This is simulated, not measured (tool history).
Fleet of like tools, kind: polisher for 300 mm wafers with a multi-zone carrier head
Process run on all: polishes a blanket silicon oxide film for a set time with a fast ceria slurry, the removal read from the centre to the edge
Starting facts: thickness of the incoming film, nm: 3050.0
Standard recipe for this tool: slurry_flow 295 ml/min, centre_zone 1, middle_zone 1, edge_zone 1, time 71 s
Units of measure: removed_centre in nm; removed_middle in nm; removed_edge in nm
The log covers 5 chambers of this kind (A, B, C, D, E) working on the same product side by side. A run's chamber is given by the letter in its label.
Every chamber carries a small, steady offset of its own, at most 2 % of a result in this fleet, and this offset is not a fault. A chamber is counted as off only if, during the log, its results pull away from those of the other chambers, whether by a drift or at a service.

run,hour,slurry_flow,centre_zone,middle_zone,edge_zone,time,wafers polished on this pad,hours since the slurry nozzle was cleaned,hours since the centre zone pressure was calibrated,hours since the edge zone pressure was calibrated,removed_centre,removed_middle,removed_edge
1D,5.9,295,1,1,1,71,175,42.3,218.5,943.3,832.78,822.15,839.44
# hour 6.8: chamber D: edge zone pressure recalibrated
2E,13.8,295,1,1,1,71,285,363,201.1,834,839.01,827.28,838.93
3B,19.6,295,1,1,1,71,621,76.3,373.5,402.2,828.78,830.87,818.37
# hour 21.7: chamber B: worn pad replaced by a new one
4C,25.6,295,1,1,1,71,738,181.6,695.6,1309,843.38,843.41,822.84
5A,32,295,1,1,1,71,582,234.3,53.1,60.1,832.6,839.09,820
6B,37.2,295,1,1,1,71,138,93.9,391.1,419.8,822.06,829.54,821.03
# hour 46.3: chamber A: worn pad replaced by a new one
7E,46.3,295,1,1,1,71,575,395.5,233.6,866.5,836.49,836.08,837.35
8D,53.5,295,1,1,1,71,599,89.9,266.1,46.8,830.47,807.67,836.19
9A,62.7,205,1,1,0.96,71,146,265,83.8,90.8,781.06,794.9,784.8
10C,67.2,205,1,1,0.96,71,1108,223.2,737.2,1350.6,779.38,802.95,781.98
# hour 71: chamber D: worn pad replaced by a new one
11B,75.9,205,1,1,0.96,71,482,132.6,429.8,458.5,795.59,791.08,783.64
# hour 76.3: chamber C: worn pad replaced by a new one
# hour 76.5: chamber E: worn pad replaced by a new one
12E,80.9,205,1,1,0.96,71,39,430.1,268.2,901.1,796.28,795.54,768.36
13A,85.2,205,1,1,0.96,71,346,287.5,106.3,113.3,779.32,796.82,798.28
# hour 92.9: chamber C: slurry nozzle cleaned
# hour 93.1: chamber C: centre zone pressure recalibrated
14D,94.4,295,1,1,1,71,208,130.8,307,87.7,844.98,820.19,830.92
15C,101.5,295,1,1,1,71,224,8.6,8.4,1384.9,822.96,841.8,829.06
# hour 105.8: chamber B: worn pad replaced by a new one
16D,106.9,295,1,1,1,71,319,143.3,319.5,100.2,813.11,820.89,848.16
# hour 113.2: chamber A: worn pad replaced by a new one
17A,114.3,295,1.06,1,1,71,10,316.6,135.4,142.4,889.49,842.81,835
18B,121.1,295,1.06,1,1,71,136,177.8,475,503.7,911.18,832.52,832.33
19E,128.8,295,1.06,1,1,71,466,478,316.1,949,896.41,825.65,809.19
20C,133.9,295,1.06,1,1,71,513,41,40.8,1417.3,861.32,839.28,823.27
21B,140.3,295,1.06,1,1,71,307,197,494.2,522.9,909.64,835.06,843.55
22A,149,295,1,1,1,71,319,351.3,170.1,177.1,835.9,846.7,828.15
23D,154.7,295,1,1,1,71,745,191.1,367.3,148,820.9,821.26,830.34
24C,160.5,295,1,1,1,71,749,67.6,67.4,1443.9,829.85,837.25,825.94
# hour 163.1: chamber D: worn pad replaced by a new one
# hour 164.7: chamber E: centre zone pressure recalibrated
25E,166.4,295,1,1,1,71,800,515.6,1.8,986.6,834.95,833.85,815.02
# hour 172: chamber C: edge zone pressure recalibrated
26A,172.1,295,1,1,1,71,524,374.4,193.2,200.2,849.87,825.91,846.83
27B,178.5,295,1,1,1,71,647,235.2,532.4,561.1,836.29,832.31,828.02
# hour 179.4: chamber A: worn pad replaced by a new one
# hour 184.8: chamber B: worn pad replaced by a new one
28D,186.9,295,1,1,1,71,212,223.3,399.5,180.2,832.37,808.49,829.37
# hour 189.8: chamber E: worn pad replaced by a new one
29E,194.9,295,1,1,1,71,45,544.1,30.3,1015.1,830.15,829.93,842.39
30C,202.1,295,1,1,1,71,1120,109.2,109,30.1,821.54,839.34,813.21
31A,210.9,295,1,1,1,71,280,413.2,232,239,844.61,836.11,822.56
# hour 217.9: chamber C: worn pad replaced by a new one
32C,218.5,295,1,1,1,71,5,125.6,125.4,46.5,815.25,841.86,828.13
33D,224,295,1,1,0.91,71,542,260.4,436.6,217.3,820.27,823.08,805.41
34E,229.7,295,1,1,0.91,71,355,578.9,65.1,1049.9,830.59,833.68,794.85
35B,235.8,295,1,1,0.91,71,454,292.5,589.7,618.4,855.92,822.9,780.53
36B,240.3,295,1,1,0.91,71,494,297,594.2,622.9,833.96,827.52,771.39
37C,249,295,1,1,0.91,71,276,156.1,155.9,77,822.25,839.95,794.45
# hour 252.2: chamber A: worn pad replaced by a new one
38A,254,295,1,1,1,71,16,456.3,275.1,282.1,843.91,836.4,824.38

Next, every chamber runs the same settings. What will each give?
39A,260.8,295,1,1,1,90,,,,,?,?,?
39B,260.8,295,1,1,1,90,,,,,?,?,?
39C,260.8,295,1,1,1,90,,,,,?,?,?
39D,260.8,295,1,1,1,90,,,,,?,?,?
39E,260.8,295,1,1,1,90,,,,,?,?,?

run,removed_centre,removed_middle,removed_edge
39A,1044.4,1046.6,1035.1
39B,1055,1054.4,1054.4
39C,1008.2,1066.1,1050.6
39D,1049.8,1035.8,1069.6
39E,1052.2,1073.9,1056
